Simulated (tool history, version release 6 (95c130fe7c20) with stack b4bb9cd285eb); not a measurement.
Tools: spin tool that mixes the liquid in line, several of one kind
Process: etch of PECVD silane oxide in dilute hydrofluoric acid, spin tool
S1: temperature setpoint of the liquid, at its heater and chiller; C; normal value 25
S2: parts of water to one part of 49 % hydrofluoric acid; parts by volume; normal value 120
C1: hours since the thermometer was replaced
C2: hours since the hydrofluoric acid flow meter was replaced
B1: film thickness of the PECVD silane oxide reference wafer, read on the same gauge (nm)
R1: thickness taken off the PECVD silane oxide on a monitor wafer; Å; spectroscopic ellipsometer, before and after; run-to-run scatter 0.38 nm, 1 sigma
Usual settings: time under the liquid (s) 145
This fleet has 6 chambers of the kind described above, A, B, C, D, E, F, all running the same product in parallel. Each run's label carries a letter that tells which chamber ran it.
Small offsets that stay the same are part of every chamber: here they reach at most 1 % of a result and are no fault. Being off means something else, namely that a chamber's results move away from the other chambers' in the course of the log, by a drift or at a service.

Run 1D, hour 4.1: usual settings; C1 1488.8; C2 201.4; B1 70. Result: R1 410.06 Å.
Run 2F, hour 8: usual settings; C1 1679.2; C2 987.1; B1 70.012. Result: R1 409.97 Å.
Run 3E, hour 12.1: usual settings; C1 819.2; C2 278.4; B1 70.02. Result: R1 404.01 Å.
Run 4B, hour 15.7: usual settings; C1 1614.7; C2 1136.2; B1 70.028. Result: R1 416.28 Å.
Run 5A, hour 18.1: usual settings; C1 752.6; C2 1829.5; B1 70.029. Result: R1 405.06 Å.
Run 6C, hour 20.2: usual settings; C1 703.7; C2 416.6; B1 69.983. Result: R1 412.65 Å.
Run 7C, hour 22.2: usual settings; C1 705.7; C2 418.6; B1 69.989. Result: R1 403.11 Å.
Run 8A, hour 24.7: usual settings; C1 759.2; C2 1836.1; B1 70.002. Result: R1 403.12 Å.
Run 9E, hour 26.8: usual settings but time under the liquid (s) 90; C1 833.9; C2 293.1; B1 70.004. Result: R1 253.16 Å.
Run 10B, hour 29.9: usual settings but time under the liquid (s) 90; C1 1628.9; C2 1150.4; B1 70.026. Result: R1 258.97 Å.
Run 11D, hour 31.8: usual settings but time under the liquid (s) 90; C1 1516.5; C2 229.1; B1 70.003. Result: R1 253.6 Å.
Run 12F, hour 34.3: usual settings but time under the liquid (s) 90; C1 1705.5; C2 1013.4; B1 70.019. Result: R1 256.46 Å.
Run 13E, hour 36.5: usual settings but time under the liquid (s) 90; C1 843.6; C2 302.8; B1 69.971. Result: R1 255.9 Å.
Run 14D, hour 40: usual settings but time under the liquid (s) 90; C1 1524.7; C2 237.3; B1 69.997. Result: R1 255.54 Å.
Run 15F, hour 43.2: usual settings; C1 1714.4; C2 1022.3; B1 70.011. Result: R1 407.09 Å.
Run 16A, hour 46.9: usual settings; C1 781.4; C2 1858.3; B1 69.986. Result: R1 400.49 Å.
Run 17C, hour 50.9: usual settings; C1 734.4; C2 447.3; B1 69.986. Result: R1 406.23 Å.
Run 18B, hour 54.3: usual settings; C1 1653.3; C2 1174.8; B1 70.012. Result: R1 412.89 Å.
Run 19D, hour 56.8: usual settings; C1 1541.5; C2 254.1; B1 69.944. Result: R1 403.4 Å.
Run 20B, hour 60.2: usual settings; C1 1659.2; C2 1180.7; B1 70.015. Result: R1 401.96 Å.
Run 21C, hour 64.3: usual settings; C1 747.8; C2 460.7; B1 70.02. Result: R1 407.98 Å.
Run 22E, hour 67.2: usual settings; C1 874.3; C2 333.5; B1 70.033. Result: R1 412.58 Å.
Run 23A, hour 71.3: usual settings; C1 805.8; C2 1882.7; B1 69.997. Result: R1 402.56 Å.
Run 24F, hour 74.3: usual settings; C1 1745.5; C2 1053.4; B1 69.979. Result: R1 408.18 Å.
Run 25C, hour 77.2: usual settings; C1 760.7; C2 473.6; B1 69.998. Result: R1 411.2 Å.
Run 26D, hour 81.6: usual settings; C1 1566.3; C2 278.9; B1 70.007. Result: R1 398.36 Å.
Run 27F, hour 84.8: usual settings but S2 80 parts by volume, time under the liquid (s) 105; C1 1756; C2 1063.9; B1 70.002. Result: R1 459.95 Å.
Run 28A, hour 88.5: usual settings but S2 80 parts by volume, time under the liquid (s) 105; C1 823; C2 1899.9; B1 69.966. Result: R1 463.28 Å.
Run 29E, hour 92.6: usual settings but S2 80 parts by volume, time under the liquid (s) 105; C1 899.7; C2 358.9; B1 70.014. Result: R1 479.08 Å.
Run 30B, hour 96.5: usual settings but S2 80 parts by volume, time under the liquid (s) 105; C1 1695.5; C2 1217; B1 69.991. Result: R1 462.95 Å.
Run 31F, hour 99.5: usual settings but S2 80 parts by volume, time under the liquid (s) 105; C1 1770.7; C2 1078.6; B1 69.986. Result: R1 471.35 Å.
Run 32D, hour 101.9: usual settings but S2 80 parts by volume, time under the liquid (s) 105; C1 1586.6; C2 299.2; B1 69.967. Result: R1 461.3 Å.
Run 33A, hour 103.9: usual settings; C1 838.4; C2 1915.3; B1 70.018. Result: R1 407.03 Å.
Run 34E, hour 107: usual settings; C1 914.1; C2 373.3; B1 70. Result: R1 413.38 Å.
Run 35C, hour 109.9: usual settings; C1 793.4; C2 506.3; B1 69.992. Result: R1 415.74 Å.
Run 36B, hour 111.8: usual settings but S2 155 parts by volume, time under the liquid (s) 75; C1 1710.8; C2 1232.3; B1 70.029. Result: R1 159.72 Å.
Run 37B, hour 114.5: usual settings but S2 155 parts by volume, time under the liquid (s) 75; C1 1713.5; C2 1235; B1 69.978. Result: R1 159.13 Å.
Run 38D, hour 116.7: usual settings but S2 155 parts by volume, time under the liquid (s) 75; C1 1601.4; C2 314; B1 70.015. Result: R1 156.39 Å.
Run 39E, hour 120.9: usual settings but S2 155 parts by volume, time under the liquid (s) 75; C1 928; C2 387.2; B1 70. Result: R1 157.57 Å.
Run 40A, hour 123.7: usual settings but S2 155 parts by volume, time under the liquid (s) 75; C1 858.2; C2 1935.1; B1 69.969. Result: R1 154.78 Å.
Run 41F, hour 126: usual settings but S2 155 parts by volume, time under the liquid (s) 75; C1 1797.2; C2 1105.1; B1 69.999. Result: R1 158.57 Å.

The same settings go to every chamber for the next run, one line per chamber below. Forecast the results for each:
Run 42A, hour 129.1: usual settings. Result: R1 ?.
Run 42B, hour 129.1: usual settings. Result: R1 ?.
Run 42C, hour 129.1: usual settings. Result: R1 ?.
Run 42D, hour 129.1: usual settings. Result: R1 ?.
Run 42E, hour 129.1: usual settings. Result: R1 ?.
Run 42F, hour 129.1: usual settings. Result: R1 ?.

run      R1
42A   404.8
42B  411.05
42C  409.31
42D  400.98
42E  412.07
42F  409.45

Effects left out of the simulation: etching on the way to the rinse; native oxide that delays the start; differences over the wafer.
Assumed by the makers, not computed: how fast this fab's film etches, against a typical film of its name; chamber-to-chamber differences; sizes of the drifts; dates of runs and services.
